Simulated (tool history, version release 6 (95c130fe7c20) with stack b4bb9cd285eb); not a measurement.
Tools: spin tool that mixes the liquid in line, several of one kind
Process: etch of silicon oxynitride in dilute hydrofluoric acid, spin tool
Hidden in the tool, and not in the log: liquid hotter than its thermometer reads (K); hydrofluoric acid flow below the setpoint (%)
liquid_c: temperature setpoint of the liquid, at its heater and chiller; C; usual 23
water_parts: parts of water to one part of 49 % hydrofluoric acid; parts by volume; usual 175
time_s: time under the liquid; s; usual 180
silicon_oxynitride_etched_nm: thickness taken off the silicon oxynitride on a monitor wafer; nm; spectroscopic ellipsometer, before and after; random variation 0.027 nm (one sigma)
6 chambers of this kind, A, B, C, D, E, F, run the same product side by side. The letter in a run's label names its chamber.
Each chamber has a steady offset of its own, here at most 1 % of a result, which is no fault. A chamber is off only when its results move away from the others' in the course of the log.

run	hour	liquid_c	water_parts	time_s	hours since the thermometer was replaced	hours since the hydrofluoric acid flow meter was replaced	read-back film thickness of the silicon oxynitride reference wafer, read on the same gauge (nm)	silicon_oxynitride_etched_nm
1A	4.1	23	175	180	989.4	642.2	60.008	3.0972
2F	7.7	23	175	180	772.1	1659.1	60.018	3.1228
3C	11.7	23	175	180	1001.2	261.1	60.003	3.1726
4B	16.7	23	175	180	36.9	1083.5	60.001	3.1583
5D	21.5	23	245	135	929.6	1545.2	60.004	1.6121
6E	24.5	23	245	135	672.8	2028.6	60.005	1.6105
7B	29.0	23	245	135	49.2	1095.8	60.011	1.5887
8D	32.0	23	245	135	940.1	1555.7	60.013	1.6170
9A	36.1	23	245	135	1021.4	674.2	59.989	1.5697
10E	40.1	23	245	135	688.4	2044.2	59.997	1.6034
11C	43.3	23	175	180	1032.8	292.7	59.986	3.1672
12F	47.8	23	90	140	812.2	1699.2	59.981	5.1508
13B	52.8	23	90	140	73.0	1119.6	60.008	5.1087
# hour 53.4: chamber E: hydrofluoric acid flow meter replaced
14A	56.6	23	90	140	1041.9	694.7	60.017	5.0637
15C	59.7	23	90	140	1049.2	309.1	60.005	4.9687
16F	65.0	23	90	140	829.4	1716.4	59.998	5.0772
17D	68.1	23	90	140	976.2	1591.8	59.988	5.1426
18E	71.6	23	175	180	719.9	18.3	59.978	3.1623
19E	76.7	23	90	100	725.0	23.4	60.012	3.5991
20A	80.6	23	90	100	1065.9	718.7	60.008	3.4806
# hour 81.0: chamber A: hydrofluoric acid flow meter replaced
21C	84.3	23	90	100	1073.8	333.7	59.999	3.5670
22B	88.1	23	90	100	108.3	1154.9	59.967	3.6718
23F	90.9	23	90	100	855.3	1742.3	60.002	3.7256
24D	94.8	23	90	100	1002.9	1618.5	60.019	3.6462
25C	99.8	23	175	180	1089.3	349.2	60.011	3.1907
26E	104.5	23	175	180	752.8	51.2	59.978	3.1336
27F	108.4	23	175	180	872.8	1759.8	59.997	3.2790
# hour 109.3: chamber D: thermometer replaced
28D	112.3	23	175	180	3.1	1636.0	59.994	3.1925
29B	115.8	23	175	180	136.0	1182.6	60.007	3.1862
30A	119.1	23	175	180	1104.4	38.1	60.012	3.1619
31D	123.3	23	175	180	14.1	1647.0	60.018	3.1615
32C	126.6	23	175	115	1116.1	376.0	60.014	2.0299
33B	129.1	23	175	115	149.3	1195.9	60.014	1.9847
34A	132.7	23	175	115	1118.0	51.7	60.002	2.0253
35E	135.7	23	175	115	784.0	82.4	60.024	2.0437
36F	140.8	23	175	115	905.2	1792.2	59.993	2.1360
37F	145.8	23	175	115	910.2	1797.2	60.006	2.1431
38B	148.2	23	175	180	168.4	1215.0	60.002	3.1582
39C	152.9	23	175	180	1142.4	402.3	59.999	3.1876
40D	157.3	23	175	180	48.1	1681.0	59.982	3.1638
41E	159.7	19	220	180	808.0	106.4	59.997	2.0381

All 6 chambers run these settings next. Forecast each chamber's results:
42A	163.5	23	245	180				?
42B	163.5	23	245	180				?
42C	163.5	23	245	180				?
42D	163.5	23	245	180				?
42E	163.5	23	245	180				?
42F	163.5	23	245	180				?

run	silicon_oxynitride_etched_nm
42A	2.1319
42B	2.1275
42C	2.1327
42D	2.1173
42E	2.1242
42F	2.2940
